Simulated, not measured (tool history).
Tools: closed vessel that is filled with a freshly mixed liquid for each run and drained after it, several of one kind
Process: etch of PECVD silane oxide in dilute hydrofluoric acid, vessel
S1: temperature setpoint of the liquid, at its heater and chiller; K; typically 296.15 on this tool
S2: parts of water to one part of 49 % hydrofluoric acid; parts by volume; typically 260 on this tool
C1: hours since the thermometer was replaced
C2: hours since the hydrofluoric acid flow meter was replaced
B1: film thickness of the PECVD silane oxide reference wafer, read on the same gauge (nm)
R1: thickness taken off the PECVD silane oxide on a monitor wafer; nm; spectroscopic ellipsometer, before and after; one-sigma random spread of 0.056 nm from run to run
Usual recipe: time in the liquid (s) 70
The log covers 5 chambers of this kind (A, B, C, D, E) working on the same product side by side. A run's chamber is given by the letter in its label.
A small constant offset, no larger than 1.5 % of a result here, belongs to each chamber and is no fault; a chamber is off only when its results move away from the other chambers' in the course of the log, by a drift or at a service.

run 1E hour=8.8 | S1=296.15 S2=260 time_in_the_liquid_(s)=70 | C1=1010.1 C2=712.7 | B1=100.000 | R1=9.1360
run 2B hour=16.7 | S1=296.15 S2=260 time_in_the_liquid_(s)=70 | C1=2409.3 C2=1589.0 | B1=100.010 | R1=9.0778
run 3A hour=23.7 | S1=296.15 S2=260 time_in_the_liquid_(s)=70 | C1=319.7 C2=182.8 | B1=100.000 | R1=8.8537
run 4C hour=33.8 | S1=296.15 S2=260 time_in_the_liquid_(s)=70 | C1=1469.4 C2=1819.9 | B1=100.010 | R1=9.2188
run 5D hour=39.4 | S1=296.15 S2=260 time_in_the_liquid_(s)=70 | C1=543.5 C2=195.7 | B1=99.981 | R1=8.9968
run 6C hour=49.1 | S1=296.15 S2=260 time_in_the_liquid_(s)=70 | C1=1484.7 C2=1835.2 | B1=99.961 | R1=9.1333
run 7A hour=58.9 | S1=296.15 S2=260 time_in_the_liquid_(s)=70 | C1=354.9 C2=218.0 | B1=100.010 | R1=8.9774
run 8D hour=66.2 | S1=296.15 S2=260 time_in_the_liquid_(s)=70 | C1=570.3 C2=222.5 | B1=99.989 | R1=8.9932
-- hour=74.9 chamber B: thermometer replaced
run 9E hour=75.7 | S1=296.15 S2=260 time_in_the_liquid_(s)=70 | C1=1077.0 C2=779.6 | B1=99.989 | R1=9.1157
run 10B hour=82.4 | S1=291.65 S2=260 time_in_the_liquid_(s)=90 | C1=7.6 C2=1654.7 | B1=100.020 | R1=9.9086
run 11B hour=91.1 | S1=291.65 S2=260 time_in_the_liquid_(s)=90 | C1=16.3 C2=1663.4 | B1=100.020 | R1=9.7937
run 12C hour=102.1 | S1=291.65 S2=260 time_in_the_liquid_(s)=90 | C1=1537.7 C2=1888.2 | B1=100.000 | R1=10.0560
run 13E hour=111.3 | S1=291.65 S2=260 time_in_the_liquid_(s)=90 | C1=1112.6 C2=815.2 | B1=100.020 | R1=9.8647
run 14D hour=117.9 | S1=291.65 S2=260 time_in_the_liquid_(s)=90 | C1=622.0 C2=274.2 | B1=100.000 | R1=9.8491
run 15A hour=126.3 | S1=296.15 S2=305 time_in_the_liquid_(s)=90 | C1=422.3 C2=285.4 | B1=100.010 | R1=9.4394
run 16A hour=135.9 | S1=296.15 S2=305 time_in_the_liquid_(s)=90 | C1=431.9 C2=295.0 | B1=99.954 | R1=9.3923
run 17C hour=144.1 | S1=296.15 S2=305 time_in_the_liquid_(s)=90 | C1=1579.7 C2=1930.2 | B1=100.020 | R1=9.8087
run 18E hour=151.9 | S1=296.15 S2=305 time_in_the_liquid_(s)=90 | C1=1153.2 C2=855.8 | B1=100.010 | R1=9.5336
run 19D hour=157.0 | S1=296.15 S2=305 time_in_the_liquid_(s)=90 | C1=661.1 C2=313.3 | B1=99.977 | R1=9.4574
run 20B hour=163.0 | S1=296.15 S2=260 time_in_the_liquid_(s)=70 | C1=88.2 C2=1735.3 | B1=99.968 | R1=9.0292
run 21D hour=169.1 | S1=296.15 S2=260 time_in_the_liquid_(s)=70 | C1=673.2 C2=325.4 | B1=100.050 | R1=9.0448
run 22B hour=178.4 | S1=296.15 S2=185 time_in_the_liquid_(s)=95 | C1=103.6 C2=1750.7 | B1=100.030 | R1=18.4920
run 23E hour=186.1 | S1=296.15 S2=185 time_in_the_liquid_(s)=95 | C1=1187.4 C2=890.0 | B1=99.948 | R1=18.7670
run 24A hour=194.5 | S1=296.15 S2=185 time_in_the_liquid_(s)=95 | C1=490.5 C2=353.6 | B1=100.030 | R1=18.6230
run 25C hour=203.1 | S1=296.15 S2=185 time_in_the_liquid_(s)=95 | C1=1638.7 C2=1989.2 | B1=99.979 | R1=19.7400
run 26C hour=213.3 | S1=296.15 S2=185 time_in_the_liquid_(s)=95 | C1=1648.9 C2=1999.4 | B1=99.995 | R1=19.6390
run 27A hour=221.4 | S1=296.15 S2=260 time_in_the_liquid_(s)=70 | C1=517.4 C2=380.5 | B1=99.979 | R1=8.8826
run 28D hour=231.1 | S1=296.15 S2=260 time_in_the_liquid_(s)=70 | C1=735.2 C2=387.4 | B1=100.010 | R1=9.0119
run 29E hour=237.7 | S1=296.15 S2=260 time_in_the_liquid_(s)=70 | C1=1239.0 C2=941.6 | B1=99.989 | R1=9.0988
run 30B hour=243.2 | S1=296.15 S2=260 time_in_the_liquid_(s)=70 | C1=168.4 C2=1815.5 | B1=100.010 | R1=8.9676
run 31A hour=253.0 | S1=296.15 S2=260 time_in_the_liquid_(s)=80 | C1=549.0 C2=412.1 | B1=99.975 | R1=10.2580
run 32C hour=260.5 | S1=296.15 S2=260 time_in_the_liquid_(s)=80 | C1=1696.1 C2=2046.6 | B1=100.000 | R1=11.0280
run 33B hour=267.3 | S1=296.15 S2=260 time_in_the_liquid_(s)=80 | C1=192.5 C2=1839.6 | B1=99.975 | R1=10.3770
run 34E hour=277.4 | S1=296.15 S2=260 time_in_the_liquid_(s)=80 | C1=1278.7 C2=981.3 | B1=99.984 | R1=10.5350
run 35D hour=282.5 | S1=296.15 S2=260 time_in_the_liquid_(s)=80 | C1=786.6 C2=438.8 | B1=100.050 | R1=10.3060
run 36D hour=289.3 | S1=296.15 S2=260 time_in_the_liquid_(s)=70 | C1=793.4 C2=445.6 | B1=100.000 | R1=8.9109
run 37E hour=300.2 | S1=300.15 S2=335 time_in_the_liquid_(s)=70 | C1=1301.5 C2=1004.1 | B1=99.991 | R1=7.5812

The same settings go to every chamber for the next run, one line per chamber below. Forecast the results for each:
run 38A hour=308.3 | S1=296.15 S2=260 time_in_the_liquid_(s)=85 | R1=?
run 38B hour=308.3 | S1=296.15 S2=260 time_in_the_liquid_(s)=85 | R1=?
run 38C hour=308.3 | S1=296.15 S2=260 time_in_the_liquid_(s)=85 | R1=?
run 38D hour=308.3 | S1=296.15 S2=260 time_in_the_liquid_(s)=85 | R1=?
run 38E hour=308.3 | S1=296.15 S2=260 time_in_the_liquid_(s)=85 | R1=?

run=38A R1=10.7700
run=38B R1=10.9440
run=38C R1=11.9000
run=38D R1=11.0220
run=38E R1=11.0180
